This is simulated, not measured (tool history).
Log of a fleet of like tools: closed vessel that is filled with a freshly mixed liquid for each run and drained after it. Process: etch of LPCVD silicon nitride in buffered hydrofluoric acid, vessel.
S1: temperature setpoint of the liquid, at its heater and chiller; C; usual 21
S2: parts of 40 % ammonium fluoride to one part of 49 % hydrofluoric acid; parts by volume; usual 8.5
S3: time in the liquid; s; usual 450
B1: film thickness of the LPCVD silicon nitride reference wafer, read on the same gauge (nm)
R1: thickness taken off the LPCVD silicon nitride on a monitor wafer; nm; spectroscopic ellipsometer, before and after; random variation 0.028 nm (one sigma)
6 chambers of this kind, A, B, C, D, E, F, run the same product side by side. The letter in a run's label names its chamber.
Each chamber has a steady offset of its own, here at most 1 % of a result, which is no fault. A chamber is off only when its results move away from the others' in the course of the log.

run 1C hour=6.8 | S1=21 S2=8.5 S3=450 | B1=79.999 | R1=6.1456
-- hour=11.4 chamber D: thermometer replaced
run 2F hour=12.4 | S1=21 S2=8.5 S3=450 | B1=79.987 | R1=6.1327
run 3A hour=19.9 | S1=21 S2=8.5 S3=450 | B1=80.010 | R1=6.1119
run 4B hour=25.5 | S1=21 S2=8.5 S3=450 | B1=80.022 | R1=6.1631
run 5D hour=32.9 | S1=21 S2=8.5 S3=450 | B1=79.976 | R1=6.0680
run 6E hour=39.0 | S1=21 S2=8.5 S3=450 | B1=79.997 | R1=6.2030
run 7A hour=48.8 | S1=21 S2=8.5 S3=450 | B1=80.004 | R1=6.1182
run 8B hour=58.9 | S1=21 S2=8.5 S3=450 | B1=80.022 | R1=6.1668
run 9E hour=69.4 | S1=21 S2=8.5 S3=450 | B1=80.027 | R1=6.1675
run 10C hour=77.7 | S1=21 S2=8.5 S3=450 | B1=79.998 | R1=6.0863
run 11D hour=88.4 | S1=21 S2=8.5 S3=450 | B1=79.986 | R1=6.0681
-- hour=93.2 chamber B: hydrofluoric acid flow meter replaced
run 12F hour=99.5 | S1=21 S2=8.5 S3=450 | B1=80.036 | R1=6.1509
run 13C hour=111.1 | S1=21 S2=8.5 S3=450 | B1=79.982 | R1=6.0957
-- hour=117.9 chamber E: thermometer replaced
run 14B hour=117.9 | S1=21 S2=8.5 S3=450 | B1=80.018 | R1=6.1767
run 15A hour=127.7 | S1=21 S2=8.5 S3=450 | B1=80.029 | R1=6.1557
run 16F hour=135.1 | S1=21 S2=8.5 S3=450 | B1=80.018 | R1=6.1415
run 17E hour=144.5 | S1=21 S2=8.5 S3=450 | B1=79.978 | R1=6.1884
run 18D hour=154.5 | S1=21 S2=8.5 S3=450 | B1=80.018 | R1=6.1417
run 19A hour=161.8 | S1=21 S2=8.5 S3=450 | B1=79.991 | R1=6.1275
run 20D hour=170.7 | S1=21 S2=8.5 S3=450 | B1=79.990 | R1=6.1153
run 21F hour=181.9 | S1=21 S2=8.5 S3=450 | B1=79.986 | R1=6.1410
run 22C hour=190.6 | S1=21 S2=8.5 S3=450 | B1=79.988 | R1=6.1357
-- hour=194.9 chamber D: hydrofluoric acid flow meter replaced
run 23E hour=198.6 | S1=21 S2=8.5 S3=450 | B1=80.044 | R1=6.1928
run 24B hour=203.6 | S1=21 S2=8.5 S3=450 | B1=79.977 | R1=6.1739
run 25C hour=215.4 | S1=21 S2=8.5 S3=450 | B1=79.974 | R1=6.1008
run 26B hour=220.7 | S1=21 S2=8.5 S3=450 | B1=80.003 | R1=6.1523
run 27A hour=228.2 | S1=21 S2=8.5 S3=450 | B1=79.993 | R1=6.1524
run 28E hour=236.7 | S1=21 S2=8.5 S3=450 | B1=79.988 | R1=6.2068
run 29F hour=248.0 | S1=21 S2=8.5 S3=450 | B1=80.012 | R1=6.1838
run 30D hour=254.2 | S1=21 S2=8.5 S3=450 | B1=79.984 | R1=6.1012
run 31D hour=265.6 | S1=21 S2=8.5 S3=450 | B1=80.007 | R1=6.1045
run 32E hour=277.3 | S1=21 S2=8.5 S3=450 | B1=80.034 | R1=6.1932
run 33C hour=286.2 | S1=21 S2=8.5 S3=640 | B1=80.002 | R1=8.6571
run 34F hour=293.1 | S1=21 S2=8.5 S3=640 | B1=80.012 | R1=8.7914
run 35B hour=301.2 | S1=21 S2=8.5 S3=640 | B1=80.006 | R1=8.7251
run 36A hour=307.7 | S1=21 S2=8.5 S3=640 | B1=79.997 | R1=8.7865
run 37A hour=314.2 | S1=21 S2=8.5 S3=640 | B1=79.996 | R1=8.7812
run 38F hour=323.2 | S1=21 S2=8.5 S3=640 | B1=79.997 | R1=8.8123
run 39D hour=330.8 | S1=21 S2=8.5 S3=650 | B1=80.011 | R1=8.8268
run 40E hour=338.5 | S1=21 S2=8.5 S3=650 | B1=79.990 | R1=8.9314
run 41B hour=346.5 | S1=21 S2=8.5 S3=650 | B1=79.983 | R1=8.9055
run 42C hour=356.5 | S1=21 S2=8.5 S3=650 | B1=79.991 | R1=8.7957
run 43B hour=364.0 | S1=21 S2=8.5 S3=650 | B1=79.990 | R1=8.9646
run 44A hour=371.0 | S1=21 S2=8.5 S3=650 | B1=79.980 | R1=8.8487

What goes on in this fleet: one chamber off, a drifting gauge, or nothing beyond the chambers' own small offsets? Name the chamber and the cause, if any.

No chamber stands off beyond its own small offset, and the gauge holds steady.
